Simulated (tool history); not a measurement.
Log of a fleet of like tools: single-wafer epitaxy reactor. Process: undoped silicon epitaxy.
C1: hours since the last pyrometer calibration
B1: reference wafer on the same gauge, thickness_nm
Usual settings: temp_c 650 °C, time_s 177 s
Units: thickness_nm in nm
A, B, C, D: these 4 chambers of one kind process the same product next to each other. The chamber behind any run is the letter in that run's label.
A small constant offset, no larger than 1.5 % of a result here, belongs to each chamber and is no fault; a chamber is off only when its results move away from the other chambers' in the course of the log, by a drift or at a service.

run 1C hour=7.2 | temp_c=650 time_s=177 | C1=1563.6 | B1=26.689 | thickness_nm=29.522
run 2B hour=15.5 | temp_c=650 time_s=177 | C1=1533 | B1=26.69 | thickness_nm=30.014
run 3A hour=21.5 | temp_c=650 time_s=177 | C1=458.8 | B1=26.714 | thickness_nm=29.768
run 4D hour=30.8 | temp_c=650 time_s=177 | C1=417.3 | B1=26.691 | thickness_nm=29.981
run 5D hour=36.8 | temp_c=650 time_s=192 | C1=423.3 | B1=26.716 | thickness_nm=32.34
run 6B hour=41.5 | temp_c=650 time_s=192 | C1=1559 | B1=26.697 | thickness_nm=32.473
run 7C hour=51.3 | temp_c=650 time_s=192 | C1=1607.7 | B1=26.718 | thickness_nm=32.034
run 8A hour=60.1 | temp_c=650 time_s=192 | C1=497.4 | B1=26.689 | thickness_nm=32.408
run 9B hour=66.6 | temp_c=650 time_s=189 | C1=1584.1 | B1=26.669 | thickness_nm=32.146
run 10A hour=76.1 | temp_c=650 time_s=189 | C1=513.4 | B1=26.701 | thickness_nm=32.225
run 11C hour=83.4 | temp_c=650 time_s=189 | C1=1639.8 | B1=26.702 | thickness_nm=31.754
run 12D hour=89.8 | temp_c=650 time_s=189 | C1=476.3 | B1=26.712 | thickness_nm=31.879
run 13C hour=95.4 | temp_c=650 time_s=177 | C1=1651.8 | B1=26.709 | thickness_nm=29.531
run 14A hour=105.5 | temp_c=650 time_s=177 | C1=542.8 | B1=26.696 | thickness_nm=29.909
run 15B hour=112.6 | temp_c=650 time_s=177 | C1=1630.1 | B1=26.708 | thickness_nm=29.953
run 16D hour=117.6 | temp_c=650 time_s=177 | C1=504.1 | B1=26.701 | thickness_nm=29.916
run 17D hour=122.5 | temp_c=650 time_s=177 | C1=509 | B1=26.69 | thickness_nm=30.032
run 18B hour=130 | temp_c=650 time_s=177 | C1=1647.5 | B1=26.695 | thickness_nm=30.038
run 19C hour=139.5 | temp_c=650 time_s=177 | C1=1695.9 | B1=26.702 | thickness_nm=29.53
run 20A hour=148.2 | temp_c=650 time_s=177 | C1=585.5 | B1=26.721 | thickness_nm=29.891
run 21B hour=158.1 | temp_c=641 time_s=154 | C1=1675.6 | B1=26.702 | thickness_nm=21.225
run 22C hour=165.8 | temp_c=641 time_s=154 | C1=1722.2 | B1=26.693 | thickness_nm=21.203
run 23D hour=173.5 | temp_c=641 time_s=154 | C1=560 | B1=26.711 | thickness_nm=21.342
run 24A hour=179.6 | temp_c=641 time_s=154 | C1=616.9 | B1=26.714 | thickness_nm=21.251
run 25D hour=184.8 | temp_c=650 time_s=177 | C1=571.3 | B1=26.699 | thickness_nm=29.737
run 26A hour=192.7 | temp_c=650 time_s=177 | C1=630 | B1=26.702 | thickness_nm=29.866
run 27B hour=202.2 | temp_c=650 time_s=177 | C1=1719.7 | B1=26.694 | thickness_nm=29.568
run 28C hour=208.5 | temp_c=650 time_s=177 | C1=1764.9 | B1=26.718 | thickness_nm=29.506
run 29B hour=214.7 | temp_c=650 time_s=177 | C1=1732.2 | B1=26.694 | thickness_nm=29.327
run 30A hour=224.1 | temp_c=650 time_s=177 | C1=661.4 | B1=26.705 | thickness_nm=30.075
run 31D hour=229.2 | temp_c=650 time_s=177 | C1=615.7 | B1=26.698 | thickness_nm=29.997
run 32C hour=237.2 | temp_c=650 time_s=177 | C1=1793.6 | B1=26.688 | thickness_nm=29.545
run 33D hour=246 | temp_c=650 time_s=177 | C1=632.5 | B1=26.722 | thickness_nm=29.895
run 34A hour=255.1 | temp_c=650 time_s=177 | C1=692.4 | B1=26.68 | thickness_nm=30.014
run 35B hour=263.5 | temp_c=650 time_s=177 | C1=1781 | B1=26.705 | thickness_nm=29.073
run 36C hour=270.5 | temp_c=663 time_s=155 | C1=1826.9 | B1=26.707 | thickness_nm=34.155

Read the log: is a single chamber off, either drifting away or since a service, is the gauge that measures every chamber drifting, or is nothing wrong beyond small per-chamber offsets? Name any odd chamber and what most likely caused it.

It is chamber B that slowly wanders off from its peers.
What lies behind it: wafer temperature below the value expected at the setpoint (K) = 1.77.

Here are 4 candidates for chamber B's next run, each the usual settings with a change, their results left as question marks. Which one brings its results back in line with what the others give on the usual settings?
Counts as in line when no further than this from what the other chambers average on the usual settings: thickness_nm 0.36 nm
run 37B-1 hour=278 | temp_c=649 time_s=176 | thickness_nm=?
run 37B-2 hour=278 | temp_c=651 time_s=178 | thickness_nm=?
run 37B-3 hour=278 | temp_c=650 time_s=176 | thickness_nm=?
run 37B-4 hour=278 | temp_c=650 time_s=178 | thickness_nm=?

The other chambers' mean on the usual settings: thickness_nm 29.795 nm
run=37B-1 thickness_nm=28.14
run=37B-2 thickness_nm=29.712
run=37B-3 thickness_nm=28.753
run=37B-4 thickness_nm=29.08
With 37B-2, the chamber falls back in line with the rest.

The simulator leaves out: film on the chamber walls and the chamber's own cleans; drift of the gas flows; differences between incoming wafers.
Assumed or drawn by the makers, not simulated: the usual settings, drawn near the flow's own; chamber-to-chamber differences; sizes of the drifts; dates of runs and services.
